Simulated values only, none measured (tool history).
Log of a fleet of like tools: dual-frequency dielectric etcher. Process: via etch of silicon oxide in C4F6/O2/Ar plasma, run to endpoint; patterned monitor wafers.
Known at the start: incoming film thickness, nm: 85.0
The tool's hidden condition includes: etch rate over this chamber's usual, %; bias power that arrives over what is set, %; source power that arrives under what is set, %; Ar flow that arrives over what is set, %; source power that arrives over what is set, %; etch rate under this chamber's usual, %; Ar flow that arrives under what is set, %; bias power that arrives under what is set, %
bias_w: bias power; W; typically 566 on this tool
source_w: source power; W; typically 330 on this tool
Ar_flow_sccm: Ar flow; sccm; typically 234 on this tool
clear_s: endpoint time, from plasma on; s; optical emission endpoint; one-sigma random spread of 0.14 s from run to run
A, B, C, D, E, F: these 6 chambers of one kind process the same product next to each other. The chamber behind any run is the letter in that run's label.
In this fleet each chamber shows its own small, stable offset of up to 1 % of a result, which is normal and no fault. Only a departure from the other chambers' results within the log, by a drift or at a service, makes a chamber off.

run	hour	bias_w	source_w	Ar_flow_sccm	hours since the last wet clean	hours since the last bias power generator calibration	hours since the last source power generator calibration	hours since the last Ar flow controller change	clear_s
1A	13.4	566	330	234	87	2035.8	2107	1302.6	18.846
2F	27.4	566	330	234	257.9	1704.6	1903.6	179.9	18.886
3C	35.4	566	330	234	372.6	853.4	2046.8	547.4	18.683
# hour 38.1: chamber C: wet clean of the chamber
4B	44.4	566	330	234	185.1	288.9	5259.5	1512.3	18.642
# hour 47.3: chamber B: source power generator calibrated
5E	52	566	330	234	380	1234	783.2	948.2	18.667
6D	59.7	566	330	234	306.6	1656.2	2107.7	2530.7	18.6
7D	70.1	566	330	234	317	1666.6	2118.1	2541.1	18.647
8B	80.3	566	330	234	221	324.8	33.1	1548.2	19.091
9F	88.7	566	330	234	319.2	1765.9	1964.9	241.2	18.449
10C	101.2	566	330	234	63.1	919.2	2112.6	613.2	18.606
11A	113.4	566	330	234	187	2135.8	2207	1402.6	18.499
12E	120	566	330	234	448	1302	851.2	1016.2	18.652
13D	127.6	566	330	234	374.5	1724.1	2175.6	2598.6	18.556
14A	136.9	566	330	234	210.5	2159.3	2230.5	1426.1	18.716
15F	143.7	566	330	234	374.2	1820.9	2019.9	296.2	18.811
16B	156.7	566	330	234	297.4	401.2	109.5	1624.6	18.772
17E	163.8	566	330	234	491.8	1345.8	895	1060	18.429
18C	176.6	566	330	234	138.5	994.6	2188	688.6	18.582
# hour 184.5: chamber D: source power generator calibrated
19A	186.2	566	330	234	259.8	2208.6	2279.8	1475.4	18.513
# hour 193.3: chamber D: wet clean of the chamber
20D	200.7	566	330	234	7.4	1797.2	16.3	2671.7	18.622
# hour 205.1: chamber F: wet clean of the chamber
21C	213.1	566	330	234	175	1031.1	2224.5	725.1	18.751
22F	227.3	566	330	234	22.3	1904.5	2103.5	379.8	17.742
23E	234.4	566	330	234	562.4	1416.4	965.6	1130.6	18.825
24B	243.2	566	280	267	383.9	487.7	196	1711.1	20.449
25D	250	566	280	267	56.7	1846.5	65.6	2721	19.708
# hour 252.5: chamber E: wet clean of the chamber
26B	257.1	566	280	267	397.8	501.6	209.9	1725	20.149
# hour 258.6: chamber D: bias power generator calibrated
27E	266	566	280	267	13.5	1448	997.2	1162.2	19.896
28A	273.9	566	280	267	347.5	2296.3	2367.5	1563.1	19.848
# hour 283: chamber B: wet clean of the chamber
29F	288.3	566	280	267	83.3	1965.5	2164.5	440.8	19.446
30C	302.9	566	330	234	264.8	1120.9	2314.3	814.9	18.62
# hour 307.2: chamber A: wet clean of the chamber
31F	315	566	330	209	110	1992.2	2191.2	467.5	17.602
32C	326.9	566	330	209	288.8	1144.9	2338.3	838.9	18.23
33B	335.6	566	330	209	52.6	580.1	288.4	1803.5	18.536
34E	348.3	566	330	209	95.8	1530.3	1079.5	1244.5	18.508
35D	357.3	566	330	209	164	98.8	172.9	2828.3	18.276
36A	370.5	566	330	209	63.3	2392.9	2464.1	1659.7	18.43

Each of the 6 chambers runs these same settings next. Fill in every chamber's results:
37A	381.3	566	330	234					?
37B	381.3	566	330	234					?
37C	381.3	566	330	234					?
37D	381.3	566	330	234					?
37E	381.3	566	330	234					?
37F	381.3	566	330	234					?

run	clear_s
37A	19.039
37B	18.99
37C	18.599
37D	18.477
37E	18.809
37F	17.524

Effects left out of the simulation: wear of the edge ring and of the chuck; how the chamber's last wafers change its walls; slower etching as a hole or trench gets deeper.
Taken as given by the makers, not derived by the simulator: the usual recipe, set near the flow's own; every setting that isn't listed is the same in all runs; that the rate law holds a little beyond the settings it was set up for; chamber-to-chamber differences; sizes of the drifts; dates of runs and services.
